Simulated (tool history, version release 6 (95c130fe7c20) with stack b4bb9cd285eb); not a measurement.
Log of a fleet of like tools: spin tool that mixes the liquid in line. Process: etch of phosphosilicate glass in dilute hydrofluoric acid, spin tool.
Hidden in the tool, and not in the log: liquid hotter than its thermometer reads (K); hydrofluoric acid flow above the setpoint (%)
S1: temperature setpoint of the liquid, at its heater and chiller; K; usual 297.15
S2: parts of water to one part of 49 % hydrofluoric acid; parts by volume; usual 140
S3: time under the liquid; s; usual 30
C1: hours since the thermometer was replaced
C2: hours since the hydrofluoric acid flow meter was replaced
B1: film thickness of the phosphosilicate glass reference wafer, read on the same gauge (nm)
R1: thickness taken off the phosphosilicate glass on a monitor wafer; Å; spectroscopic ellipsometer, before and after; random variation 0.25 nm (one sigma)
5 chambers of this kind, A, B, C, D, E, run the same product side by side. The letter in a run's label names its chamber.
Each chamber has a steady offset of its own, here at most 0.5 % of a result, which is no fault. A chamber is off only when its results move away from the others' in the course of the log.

Run 1A, hour 6.2: usual settings; C1 1648; C2 903.2; B1 49.993. Result: R1 335.14 Å.
Run 2E, hour 12.4: usual settings; C1 416.2; C2 787.5; B1 49.992. Result: R1 331.41 Å.
Run 3B, hour 17.1: usual settings; C1 461.8; C2 909.7; B1 50.01. Result: R1 340.01 Å.
Run 4C, hour 23.5: usual settings; C1 68.3; C2 54.4; B1 49.997. Result: R1 333 Å.
Run 5D, hour 31.7: usual settings but S1 301.15 K, S2 165 parts by volume; C1 1377.3; C2 912.7; B1 50.023. Result: R1 321.66 Å.
Run 6D, hour 39.1: usual settings but S1 301.15 K, S2 165 parts by volume; C1 1384.7; C2 920.1; B1 50.026. Result: R1 318.39 Å.
Run 7E, hour 45.3: usual settings but S1 301.15 K, S2 165 parts by volume; C1 449.1; C2 820.4; B1 50.011. Result: R1 320.45 Å.
At hour 46.7: chamber E: thermometer replaced.
Run 8B, hour 52.5: usual settings but S1 301.15 K, S2 165 parts by volume; C1 497.2; C2 945.1; B1 49.984. Result: R1 325.39 Å.
Run 9A, hour 58.8: usual settings but S1 301.15 K, S2 165 parts by volume; C1 1700.6; C2 955.8; B1 49.952. Result: R1 325.64 Å.
Run 10C, hour 66.1: usual settings; C1 110.9; C2 97; B1 49.967. Result: R1 340.42 Å.
Run 11A, hour 73.4: usual settings; C1 1715.2; C2 970.4; B1 49.993. Result: R1 337.66 Å.
Run 12E, hour 77.6: usual settings; C1 30.9; C2 852.7; B1 50.03. Result: R1 336.03 Å.
Run 13C, hour 84.9: usual settings; C1 129.7; C2 115.8; B1 50.008. Result: R1 336.52 Å.
Run 14D, hour 92.7: usual settings; C1 1438.3; C2 973.7; B1 49.949. Result: R1 337.85 Å.
Run 15B, hour 98.6: usual settings; C1 543.3; C2 991.2; B1 50.017. Result: R1 338.13 Å.
Run 16A, hour 104.1: usual settings; C1 1745.9; C2 1001.1; B1 50.012. Result: R1 335.6 Å.
Run 17E, hour 108.8: usual settings but S2 165 parts by volume, S3 20 s; C1 62.1; C2 883.9; B1 49.975. Result: R1 185.06 Å.
Run 18C, hour 112.8: usual settings but S2 165 parts by volume, S3 20 s; C1 157.6; C2 143.7; B1 49.972. Result: R1 183.84 Å.
Run 19B, hour 119.5: usual settings but S2 165 parts by volume, S3 20 s; C1 564.2; C2 1012.1; B1 49.98. Result: R1 185.43 Å.
Run 20D, hour 126.1: usual settings but S2 165 parts by volume, S3 20 s; C1 1471.7; C2 1007.1; B1 49.987. Result: R1 186.95 Å.
Run 21C, hour 134.6: usual settings but S2 165 parts by volume, S3 20 s; C1 179.4; C2 165.5; B1 50.017. Result: R1 183.07 Å.
Run 22B, hour 141.2: usual settings; C1 585.9; C2 1033.8; B1 49.989. Result: R1 333.78 Å.
Run 23E, hour 148.1: usual settings; C1 101.4; C2 923.2; B1 49.996. Result: R1 337.35 Å.
Run 24D, hour 156.7: usual settings; C1 1502.3; C2 1037.7; B1 50.028. Result: R1 347.89 Å.
Run 25A, hour 161.1: usual settings; C1 1802.9; C2 1058.1; B1 50.002. Result: R1 338.01 Å.
Run 26D, hour 168.8: usual settings; C1 1514.4; C2 1049.8; B1 49.999. Result: R1 347.15 Å.
Run 27A, hour 175.9: usual settings; C1 1817.7; C2 1072.9; B1 49.946. Result: R1 340.42 Å.
Run 28E, hour 182.7: usual settings; C1 136; C2 957.8; B1 49.983. Result: R1 339.52 Å.
Run 29C, hour 189.4: usual settings; C1 234.2; C2 220.3; B1 50.004. Result: R1 334.52 Å.
Run 30B, hour 193.4: usual settings; C1 638.1; C2 1086; B1 50.013. Result: R1 340.75 Å.
Run 31C, hour 198.1: usual settings; C1 242.9; C2 229; B1 50.003. Result: R1 334.13 Å.
Run 32E, hour 202.9: usual settings but S1 299.15 K, S2 195 parts by volume; C1 156.2; C2 978; B1 49.989. Result: R1 243.73 Å.
Run 33A, hour 208: usual settings but S1 299.15 K, S2 195 parts by volume; C1 1849.8; C2 1105; B1 50.013. Result: R1 245.28 Å.
Run 34B, hour 215.9: usual settings but S1 299.15 K, S2 195 parts by volume; C1 660.6; C2 1108.5; B1 50.009. Result: R1 244.63 Å.
Run 35D, hour 224.4: usual settings but S1 299.15 K, S2 195 parts by volume; C1 1570; C2 1105.4; B1 49.986. Result: R1 266 Å.
Run 36C, hour 230.8: usual settings but S1 299.15 K, S2 195 parts by volume; C1 275.6; C2 261.7; B1 49.992. Result: R1 241.43 Å.
Run 37D, hour 239.9: usual settings; C1 1585.5; C2 1120.9; B1 50.001. Result: R1 363.17 Å.
Run 38B, hour 245.6: usual settings; C1 690.3; C2 1138.2; B1 49.98. Result: R1 336.58 Å.
Run 39E, hour 251.2: usual settings but S1 295.15 K, S2 190 parts by volume; C1 204.5; C2 1026.3; B1 49.967. Result: R1 218.21 Å.
Run 40A, hour 256.5: usual settings but S1 295.15 K, S2 190 parts by volume; C1 1898.3; C2 1153.5; B1 49.97. Result: R1 220.5 Å.
Run 41A, hour 261.5: usual settings but S1 295.15 K, S2 190 parts by volume; C1 1903.3; C2 1158.5; B1 49.998. Result: R1 218.64 Å.
Run 42C, hour 266.5: usual settings but S1 295.15 K, S2 190 parts by volume; C1 311.3; C2 297.4; B1 49.955. Result: R1 215.44 Å.
Run 43D, hour 270.6: usual settings but S1 295.15 K, S2 190 parts by volume; C1 1616.2; C2 1151.6; B1 49.956. Result: R1 236.01 Å.
Run 44E, hour 275.8: usual settings; C1 229.1; C2 1050.9; B1 49.993. Result: R1 336.08 Å.

Next, every chamber runs the same settings. What will each give?
Run 45A, hour 282.4: usual settings but S2 200 parts by volume. Result: R1 ?.
Run 45B, hour 282.4: usual settings but S2 200 parts by volume. Result: R1 ?.
Run 45C, hour 282.4: usual settings but S2 200 parts by volume. Result: R1 ?.
Run 45D, hour 282.4: usual settings but S2 200 parts by volume. Result: R1 ?.
Run 45E, hour 282.4: usual settings but S2 200 parts by volume. Result: R1 ?.

run      R1
45A  220.99
45B  219.43
45C  216.52
45D  243.75
45E  219.73
